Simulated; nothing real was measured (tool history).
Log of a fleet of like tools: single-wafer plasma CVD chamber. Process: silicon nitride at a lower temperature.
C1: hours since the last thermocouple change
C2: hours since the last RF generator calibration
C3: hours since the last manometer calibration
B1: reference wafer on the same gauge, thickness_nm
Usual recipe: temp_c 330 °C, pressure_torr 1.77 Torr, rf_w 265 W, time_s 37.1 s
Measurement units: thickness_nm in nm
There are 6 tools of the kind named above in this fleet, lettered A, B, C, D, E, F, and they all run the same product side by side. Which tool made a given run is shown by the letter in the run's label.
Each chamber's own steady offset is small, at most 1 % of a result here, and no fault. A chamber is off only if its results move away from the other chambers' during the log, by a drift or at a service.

run 1F hour=9.9 | temp_c=330 pressure_torr=1.77 rf_w=265 time_s=37.1 | C1=973.7 C2=221.4 C3=431.5 | B1=45.645 | thickness_nm=41.302
run 2C hour=16.9 | temp_c=330 pressure_torr=1.77 rf_w=265 time_s=37.1 | C1=1339.6 C2=1004.4 C3=343.6 | B1=45.711 | thickness_nm=41.201
run 3D hour=26.1 | temp_c=330 pressure_torr=1.77 rf_w=265 time_s=37.1 | C1=549.9 C2=1412.6 C3=1841.1 | B1=45.672 | thickness_nm=41.296
run 4E hour=31.2 | temp_c=330 pressure_torr=1.77 rf_w=265 time_s=37.1 | C1=428.9 C2=98.1 C3=79.2 | B1=45.713 | thickness_nm=41.328
run 5B hour=38.5 | temp_c=330 pressure_torr=1.77 rf_w=265 time_s=37.1 | C1=2944.8 C2=620.3 C3=43.9 | B1=45.705 | thickness_nm=41.470
run 6A hour=43.9 | temp_c=330 pressure_torr=1.77 rf_w=265 time_s=37.1 | C1=847.0 C2=48.4 C3=374.7 | B1=45.734 | thickness_nm=41.810
run 7A hour=54.6 | temp_c=330 pressure_torr=2.08 rf_w=265 time_s=37.1 | C1=857.7 C2=59.1 C3=385.4 | B1=45.673 | thickness_nm=43.886
run 8C hour=64.8 | temp_c=330 pressure_torr=2.08 rf_w=265 time_s=37.1 | C1=1387.5 C2=1052.3 C3=391.5 | B1=45.675 | thickness_nm=43.327
run 9B hour=73.6 | temp_c=330 pressure_torr=2.08 rf_w=265 time_s=37.1 | C1=2979.9 C2=655.4 C3=79.0 | B1=45.702 | thickness_nm=43.117
-- hour=80.8 chamber C: thermocouple changed; heater temperature recalibrated
run 10D hour=84.6 | temp_c=330 pressure_torr=2.08 rf_w=265 time_s=37.1 | C1=608.4 C2=1471.1 C3=1899.6 | B1=45.704 | thickness_nm=42.677
run 11E hour=96.2 | temp_c=330 pressure_torr=2.08 rf_w=265 time_s=37.1 | C1=493.9 C2=163.1 C3=144.2 | B1=45.687 | thickness_nm=43.196
run 12F hour=107.4 | temp_c=330 pressure_torr=2.08 rf_w=265 time_s=37.1 | C1=1071.2 C2=318.9 C3=529.0 | B1=45.711 | thickness_nm=43.272
run 13C hour=114.1 | temp_c=330 pressure_torr=1.77 rf_w=265 time_s=37.1 | C1=33.3 C2=1101.6 C3=440.8 | B1=45.690 | thickness_nm=41.442
run 14E hour=124.9 | temp_c=330 pressure_torr=1.77 rf_w=235 time_s=37.1 | C1=522.6 C2=191.8 C3=172.9 | B1=45.711 | thickness_nm=37.982
run 15F hour=130.0 | temp_c=330 pressure_torr=1.77 rf_w=235 time_s=37.1 | C1=1093.8 C2=341.5 C3=551.6 | B1=45.665 | thickness_nm=38.039
run 16D hour=141.2 | temp_c=330 pressure_torr=1.77 rf_w=235 time_s=37.1 | C1=665.0 C2=1527.7 C3=1956.2 | B1=45.684 | thickness_nm=37.901
run 17B hour=152.4 | temp_c=330 pressure_torr=1.77 rf_w=235 time_s=37.1 | C1=3058.7 C2=734.2 C3=157.8 | B1=45.727 | thickness_nm=38.365
run 18A hour=161.5 | temp_c=330 pressure_torr=1.77 rf_w=235 time_s=37.1 | C1=964.6 C2=166.0 C3=492.3 | B1=45.621 | thickness_nm=38.530
run 19B hour=168.6 | temp_c=330 pressure_torr=1.77 rf_w=235 time_s=37.1 | C1=3074.9 C2=750.4 C3=174.0 | B1=45.678 | thickness_nm=37.877
run 20A hour=179.0 | temp_c=330 pressure_torr=1.77 rf_w=265 time_s=37.1 | C1=982.1 C2=183.5 C3=509.8 | B1=45.729 | thickness_nm=42.070
run 21D hour=186.1 | temp_c=330 pressure_torr=1.77 rf_w=265 time_s=37.1 | C1=709.9 C2=1572.6 C3=2001.1 | B1=45.717 | thickness_nm=40.501
run 22E hour=197.3 | temp_c=330 pressure_torr=1.77 rf_w=265 time_s=37.1 | C1=595.0 C2=264.2 C3=245.3 | B1=45.657 | thickness_nm=41.362
run 23F hour=202.5 | temp_c=330 pressure_torr=1.77 rf_w=265 time_s=37.1 | C1=1166.3 C2=414.0 C3=624.1 | B1=45.724 | thickness_nm=41.534
run 24C hour=213.1 | temp_c=330 pressure_torr=1.77 rf_w=265 time_s=37.1 | C1=132.3 C2=1200.6 C3=539.8 | B1=45.732 | thickness_nm=41.221
run 25F hour=220.4 | temp_c=330 pressure_torr=1.77 rf_w=265 time_s=37.1 | C1=1184.2 C2=431.9 C3=642.0 | B1=45.724 | thickness_nm=41.418
run 26E hour=228.6 | temp_c=330 pressure_torr=1.77 rf_w=265 time_s=37.1 | C1=626.3 C2=295.5 C3=276.6 | B1=45.687 | thickness_nm=41.473
run 27C hour=239.6 | temp_c=330 pressure_torr=1.77 rf_w=265 time_s=37.1 | C1=158.8 C2=1227.1 C3=566.3 | B1=45.668 | thickness_nm=41.467
run 28A hour=245.7 | temp_c=330 pressure_torr=1.77 rf_w=265 time_s=37.1 | C1=1048.8 C2=250.2 C3=576.5 | B1=45.740 | thickness_nm=42.208
run 29D hour=253.5 | temp_c=340 pressure_torr=1.45 rf_w=265 time_s=37.1 | C1=777.3 C2=1640.0 C3=2068.5 | B1=45.703 | thickness_nm=37.926
run 30B hour=264.9 | temp_c=340 pressure_torr=1.45 rf_w=265 time_s=37.1 | C1=3171.2 C2=846.7 C3=270.3 | B1=45.677 | thickness_nm=39.053
run 31D hour=270.5 | temp_c=340 pressure_torr=1.45 rf_w=265 time_s=37.1 | C1=794.3 C2=1657.0 C3=2085.5 | B1=45.766 | thickness_nm=37.599
-- hour=273.7 chamber B: thermocouple changed; heater temperature recalibrated
run 32A hour=277.0 | temp_c=340 pressure_torr=1.45 rf_w=265 time_s=37.1 | C1=1080.1 C2=281.5 C3=607.8 | B1=45.666 | thickness_nm=39.639
run 33B hour=284.8 | temp_c=340 pressure_torr=1.45 rf_w=265 time_s=37.1 | C1=11.1 C2=866.6 C3=290.2 | B1=45.669 | thickness_nm=39.078
run 34E hour=293.7 | temp_c=340 pressure_torr=1.45 rf_w=265 time_s=37.1 | C1=691.4 C2=360.6 C3=341.7 | B1=45.724 | thickness_nm=38.889
run 35C hour=304.9 | temp_c=330 pressure_torr=1.77 rf_w=265 time_s=37.1 | C1=224.1 C2=1292.4 C3=631.6 | B1=45.693 | thickness_nm=41.534
run 36F hour=315.4 | temp_c=330 pressure_torr=1.77 rf_w=265 time_s=37.1 | C1=1279.2 C2=526.9 C3=737.0 | B1=45.739 | thickness_nm=41.718

Is one chamber out of step, is the gauge drifting, or do the chambers differ by no more than their own small offsets? For an off chamber, give its letter and the likeliest cause.

Little by little, chamber D moves away from the other chambers.
Cause: delivered RF power below the setpoint (%) = 6.29.

Chamber D could run next with any of the 4 candidate recipes listed below; each alters the usual settings, and their results appear as question marks. Which one brings its results back in line with what the other chambers deliver on the usual settings?
Maximum distance from the other chambers' mean on the usual settings for a result to count as in line: thickness_nm 0.580 nm
run 37D-1 hour=323.9 | temp_c=330 pressure_torr=1.77 rf_w=270 time_s=38.5 | thickness_nm=?
run 37D-2 hour=323.9 | temp_c=330 pressure_torr=1.73 rf_w=265 time_s=35.3 | thickness_nm=?
run 37D-3 hour=323.9 | temp_c=330 pressure_torr=1.76 rf_w=265 time_s=36.6 | thickness_nm=?
run 37D-4 hour=323.9 | temp_c=330 pressure_torr=1.77 rf_w=265 time_s=37.8 | thickness_nm=?

The mean the other chambers reach with the usual settings: thickness_nm 41.513 nm
run=37D-1 thickness_nm=41.335
run=37D-2 thickness_nm=37.178
run=37D-3 thickness_nm=38.723
run=37D-4 thickness_nm=40.051
With 37D-1, the chamber falls back in line with the rest.
